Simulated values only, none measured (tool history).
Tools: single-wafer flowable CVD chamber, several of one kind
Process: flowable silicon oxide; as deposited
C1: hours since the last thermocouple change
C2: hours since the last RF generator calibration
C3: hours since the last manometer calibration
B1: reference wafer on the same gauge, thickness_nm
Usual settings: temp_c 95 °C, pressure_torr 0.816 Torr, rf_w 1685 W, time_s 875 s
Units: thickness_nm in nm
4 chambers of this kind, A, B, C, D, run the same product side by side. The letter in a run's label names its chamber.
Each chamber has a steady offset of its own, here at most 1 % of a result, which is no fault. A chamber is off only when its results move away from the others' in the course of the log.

run 1C hour=12.1 | temp_c=95 pressure_torr=0.816 rf_w=1685 time_s=875 | C1=674.4 C2=997.8 C3=215.0 | B1=534.25 | thickness_nm=622.87
run 2A hour=24.6 | temp_c=95 pressure_torr=0.816 rf_w=1685 time_s=875 | C1=67.4 C2=362.5 C3=766.7 | B1=533.93 | thickness_nm=621.62
run 3D hour=33.0 | temp_c=95 pressure_torr=0.816 rf_w=1685 time_s=875 | C1=2166.3 C2=453.7 C3=369.5 | B1=534.21 | thickness_nm=620.14
run 4B hour=40.8 | temp_c=95 pressure_torr=0.816 rf_w=1685 time_s=875 | C1=1350.3 C2=149.3 C3=447.4 | B1=533.64 | thickness_nm=618.30
run 5D hour=48.9 | temp_c=95 pressure_torr=0.816 rf_w=1685 time_s=992 | C1=2182.2 C2=469.6 C3=385.4 | B1=534.07 | thickness_nm=707.30
run 6B hour=58.0 | temp_c=95 pressure_torr=0.816 rf_w=1685 time_s=992 | C1=1367.5 C2=166.5 C3=464.6 | B1=534.13 | thickness_nm=700.93
run 7C hour=71.5 | temp_c=95 pressure_torr=0.816 rf_w=1685 time_s=992 | C1=733.8 C2=1057.2 C3=274.4 | B1=534.02 | thickness_nm=708.12
run 8A hour=84.2 | temp_c=95 pressure_torr=0.816 rf_w=1685 time_s=992 | C1=127.0 C2=422.1 C3=826.3 | B1=533.90 | thickness_nm=703.61
run 9D hour=98.0 | temp_c=95 pressure_torr=0.816 rf_w=1685 time_s=875 | C1=2231.3 C2=518.7 C3=434.5 | B1=533.85 | thickness_nm=620.09
run 10B hour=105.4 | temp_c=95 pressure_torr=0.997 rf_w=1685 time_s=764 | C1=1414.9 C2=213.9 C3=512.0 | B1=534.70 | thickness_nm=690.80
run 11A hour=119.0 | temp_c=95 pressure_torr=0.997 rf_w=1685 time_s=764 | C1=161.8 C2=456.9 C3=861.1 | B1=534.04 | thickness_nm=696.98
run 12C hour=127.5 | temp_c=95 pressure_torr=0.997 rf_w=1685 time_s=764 | C1=789.8 C2=1113.2 C3=330.4 | B1=534.17 | thickness_nm=698.28
run 13C hour=139.8 | temp_c=95 pressure_torr=0.997 rf_w=1685 time_s=764 | C1=802.1 C2=1125.5 C3=342.7 | B1=534.10 | thickness_nm=697.82
run 14B hour=147.1 | temp_c=95 pressure_torr=0.816 rf_w=1685 time_s=875 | C1=1456.6 C2=255.6 C3=553.7 | B1=534.07 | thickness_nm=616.83
-- hour=149.9 chamber D: thermocouple changed; heater temperature recalibrated
run 15A hour=160.8 | temp_c=95 pressure_torr=0.816 rf_w=1685 time_s=875 | C1=203.6 C2=498.7 C3=902.9 | B1=533.98 | thickness_nm=620.40
-- hour=165.7 chamber C: RF generator calibrated
run 16D hour=170.9 | temp_c=95 pressure_torr=0.816 rf_w=1685 time_s=875 | C1=21.1 C2=591.6 C3=507.4 | B1=534.29 | thickness_nm=598.73
run 17B hour=180.8 | temp_c=107 pressure_torr=0.816 rf_w=1685 time_s=875 | C1=1490.3 C2=289.3 C3=587.4 | B1=533.93 | thickness_nm=412.22
run 18A hour=188.4 | temp_c=107 pressure_torr=0.816 rf_w=1685 time_s=875 | C1=231.2 C2=526.3 C3=930.5 | B1=533.80 | thickness_nm=416.50
run 19C hour=199.3 | temp_c=107 pressure_torr=0.816 rf_w=1685 time_s=875 | C1=861.6 C2=33.7 C3=402.2 | B1=533.75 | thickness_nm=420.84
run 20D hour=206.1 | temp_c=107 pressure_torr=0.816 rf_w=1685 time_s=875 | C1=56.3 C2=626.8 C3=542.6 | B1=534.08 | thickness_nm=401.92
-- hour=215.9 chamber B: thermocouple changed; heater temperature recalibrated
run 21D hour=218.9 | temp_c=95 pressure_torr=0.816 rf_w=1685 time_s=875 | C1=69.1 C2=639.6 C3=555.4 | B1=534.34 | thickness_nm=599.54
run 22B hour=229.1 | temp_c=95 pressure_torr=0.816 rf_w=1685 time_s=875 | C1=13.3 C2=337.6 C3=635.7 | B1=533.96 | thickness_nm=613.78
run 23C hour=239.2 | temp_c=95 pressure_torr=0.816 rf_w=1510 time_s=875 | C1=901.5 C2=73.6 C3=442.1 | B1=534.15 | thickness_nm=603.00
run 24A hour=248.5 | temp_c=95 pressure_torr=0.816 rf_w=1510 time_s=875 | C1=291.3 C2=586.4 C3=990.6 | B1=534.14 | thickness_nm=599.38
run 25B hour=261.1 | temp_c=95 pressure_torr=0.816 rf_w=1510 time_s=875 | C1=45.3 C2=369.6 C3=667.7 | B1=534.02 | thickness_nm=594.28
run 26C hour=269.3 | temp_c=95 pressure_torr=0.816 rf_w=1510 time_s=875 | C1=931.6 C2=103.7 C3=472.2 | B1=534.15 | thickness_nm=604.41
run 27A hour=283.2 | temp_c=88 pressure_torr=0.816 rf_w=1815 time_s=875 | C1=326.0 C2=621.1 C3=1025.3 | B1=533.94 | thickness_nm=793.70
run 28D hour=294.0 | temp_c=88 pressure_torr=0.816 rf_w=1815 time_s=875 | C1=144.2 C2=714.7 C3=630.5 | B1=533.89 | thickness_nm=772.34
run 29B hour=306.8 | temp_c=88 pressure_torr=0.816 rf_w=1815 time_s=875 | C1=91.0 C2=415.3 C3=713.4 | B1=533.80 | thickness_nm=791.75
run 30D hour=320.0 | temp_c=88 pressure_torr=0.816 rf_w=1815 time_s=875 | C1=170.2 C2=740.7 C3=656.5 | B1=534.30 | thickness_nm=765.26
run 31C hour=333.1 | temp_c=95 pressure_torr=0.816 rf_w=1685 time_s=875 | C1=995.4 C2=167.5 C3=536.0 | B1=534.11 | thickness_nm=621.77
run 32A hour=340.8 | temp_c=95 pressure_torr=0.900 rf_w=1685 time_s=875 | C1=383.6 C2=678.7 C3=1082.9 | B1=533.47 | thickness_nm=704.22
run 33A hour=353.5 | temp_c=95 pressure_torr=0.900 rf_w=1685 time_s=875 | C1=396.3 C2=691.4 C3=1095.6 | B1=533.80 | thickness_nm=704.21

Is one chamber off against the others, does the gauge drift, or is nothing wrong? If a chamber is off, say which, and what the likeliest cause is.

A service left chamber D off against the others.
Cause: wafer temperature above the value expected at the setpoint (K) = 1.08.

Here are 4 candidates for chamber D's next run, each the usual settings with a change, their results left as question marks. Which one brings its results back in line with what the others give on the usual settings?
In line means no further than this from the other chambers' mean on the usual settings: thickness_nm 6.50 nm
run 34D-1 hour=363.5 | temp_c=95 pressure_torr=0.831 rf_w=1685 time_s=883 | thickness_nm=?
run 34D-2 hour=363.5 | temp_c=95 pressure_torr=0.816 rf_w=1690 time_s=886 | thickness_nm=?
run 34D-3 hour=363.5 | temp_c=96 pressure_torr=0.816 rf_w=1685 time_s=872 | thickness_nm=?
run 34D-4 hour=363.5 | temp_c=95 pressure_torr=0.807 rf_w=1685 time_s=875 | thickness_nm=?

The other chambers' mean on the usual settings: thickness_nm 620.03 nm
run=34D-1 thickness_nm=620.36
run=34D-2 thickness_nm=608.44
run=34D-3 thickness_nm=579.10
run=34D-4 thickness_nm=591.82
34D-1 brings the chamber back in line.
